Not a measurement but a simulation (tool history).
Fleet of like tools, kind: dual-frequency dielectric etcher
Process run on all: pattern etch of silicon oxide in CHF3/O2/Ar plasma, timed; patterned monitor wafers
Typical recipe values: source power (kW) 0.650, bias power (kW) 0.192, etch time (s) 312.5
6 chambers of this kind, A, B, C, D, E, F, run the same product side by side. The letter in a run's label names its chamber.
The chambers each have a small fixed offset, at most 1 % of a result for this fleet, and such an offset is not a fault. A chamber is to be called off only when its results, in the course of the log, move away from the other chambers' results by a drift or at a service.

run	day	source power (kW)	bias power (kW)	etch time (s)	hours since the last wet clean	hours since the last source power generator calibration	hours since the last bias power generator calibration	read-back reference wafer on the same gauge, depth_nm	mean etch depth across the wafer (Å)
1A	0.446	0.650	0.192	312.5	342.2	3507.3	1309.8	673.02	6493.0
2C	0.992	0.650	0.192	312.5	353.0	291.0	789.8	673.53	6477.3
3F	1.512	0.650	0.192	312.5	443.6	1409.9	1552.1	672.67	6517.7
4B	1.908	0.650	0.192	312.5	201.3	2824.1	2375.9	673.25	6569.6
5E	2.200	0.650	0.192	312.5	523.8	3286.6	1787.5	673.36	6548.0
6D	2.671	0.650	0.192	312.5	282.2	3180.8	298.6	672.82	6474.8
7D	3.138	0.650	0.192	312.5	293.4	3192.0	309.8	673.06	6459.2
# day 3.488: chamber A: wet clean of the chamber
8F	3.512	0.650	0.192	312.5	491.6	1457.9	1600.1	672.92	6515.1
9B	4.062	0.650	0.192	312.5	253.0	2875.8	2427.6	673.09	6578.0
# day 4.233: chamber C: wet clean of the chamber
10C	4.383	0.650	0.192	312.5	3.6	372.4	871.2	673.30	6507.2
11E	4.892	0.650	0.192	312.5	588.4	3351.2	1852.1	672.67	6523.9
12A	5.462	0.650	0.192	312.5	47.5	3627.7	1430.2	673.06	6482.1
13A	5.992	0.650	0.192	312.5	60.2	3640.4	1442.9	672.57	6499.7
# day 6.038: chamber E: wet clean of the chamber
14F	6.283	0.650	0.192	312.5	558.1	1524.4	1666.6	673.05	6527.7
15C	6.896	0.650	0.192	312.5	63.9	432.7	931.5	673.13	6511.2
16D	7.271	0.650	0.192	312.5	392.6	3291.2	409.0	672.81	6486.4
# day 7.771: chamber F: wet clean of the chamber
17B	7.771	0.740	0.192	362.0	342.0	2964.8	2516.6	672.97	7991.7
18E	8.346	0.740	0.192	362.0	55.4	3434.1	1935.0	672.83	8132.6
19D	8.812	0.740	0.192	362.0	429.6	3328.2	446.0	673.33	7891.8
20C	9.258	0.740	0.192	362.0	120.6	489.4	988.2	672.80	7925.6
21F	9.662	0.740	0.192	362.0	45.4	1605.5	1747.7	672.32	7961.3
22B	10.321	0.740	0.192	362.0	403.2	3026.0	2577.8	672.66	8004.4
23E	10.779	0.650	0.192	359.0	113.8	3492.5	1993.4	672.66	7686.5
24A	11.146	0.650	0.192	359.0	183.9	3764.1	1566.6	673.12	7459.4
25E	11.433	0.650	0.192	359.0	129.5	3508.2	2009.1	672.86	7660.4
26A	11.838	0.650	0.192	359.0	200.5	3780.7	1583.2	673.16	7486.4
27C	12.392	0.650	0.192	359.0	195.8	564.6	1063.4	672.85	7498.0
28D	12.900	0.650	0.192	359.0	527.7	3426.3	544.1	673.17	7443.5
29F	13.358	0.650	0.192	312.5	134.1	1694.2	1836.4	672.79	6528.6
30B	13.921	0.650	0.192	312.5	489.6	3112.4	2664.2	672.94	6560.8
31E	14.279	0.650	0.192	312.5	197.8	3576.5	2077.4	673.13	6686.1
32C	14.738	0.650	0.192	312.5	252.1	620.9	1119.7	672.81	6511.9
33B	15.346	0.650	0.192	312.5	523.8	3146.6	2698.4	672.97	6577.5
34D	15.767	0.650	0.192	312.5	596.5	3495.1	612.9	673.30	6485.9
35A	16.117	0.650	0.192	312.5	303.2	3883.4	1685.9	673.14	6485.6
36F	16.508	0.650	0.192	312.5	209.7	1769.8	1912.0	672.94	6511.0
# day 16.875: chamber B: wet clean of the chamber
37B	16.933	0.650	0.192	312.5	1.5	3184.7	2736.5	673.11	6579.3
38F	17.333	0.650	0.192	312.5	229.5	1789.6	1931.8	673.21	6523.5

Has any chamber moved away from the others, gradually or after a service, or does the common gauge drift, or do the chambers differ only by their own small steady offsets? State the chamber and the most likely cause if one applies.

The work done on chamber E during a service left it standing apart from the others.
Most likely cause: etch rate over this chamber's usual, % = 2.4.

Chamber E could run next with any of the 4 candidate recipes listed below; each alters the usual settings, and their results appear as question marks. Which one brings its results back in line with what the other chambers deliver on the usual settings?
A result is in line if it is within this distance of the other chambers' mean on the usual settings: mean etch depth across the wafer (Å) 55.0
39E-1	17.812	0.650	0.193	319.0					?
39E-2	17.812	0.650	0.192	306.0					?
39E-3	17.812	0.640	0.190	312.5					?
39E-4	17.812	0.660	0.194	312.5					?

Usual-settings mean across the other chambers: mean etch depth across the wafer (Å) 6513.4
run	mean etch depth across the wafer (Å)
39E-1	6825.7
39E-2	6536.1
39E-3	6611.8
39E-4	6737.9
39E-2 is the one that brings the chamber's results back in line with the other chambers.
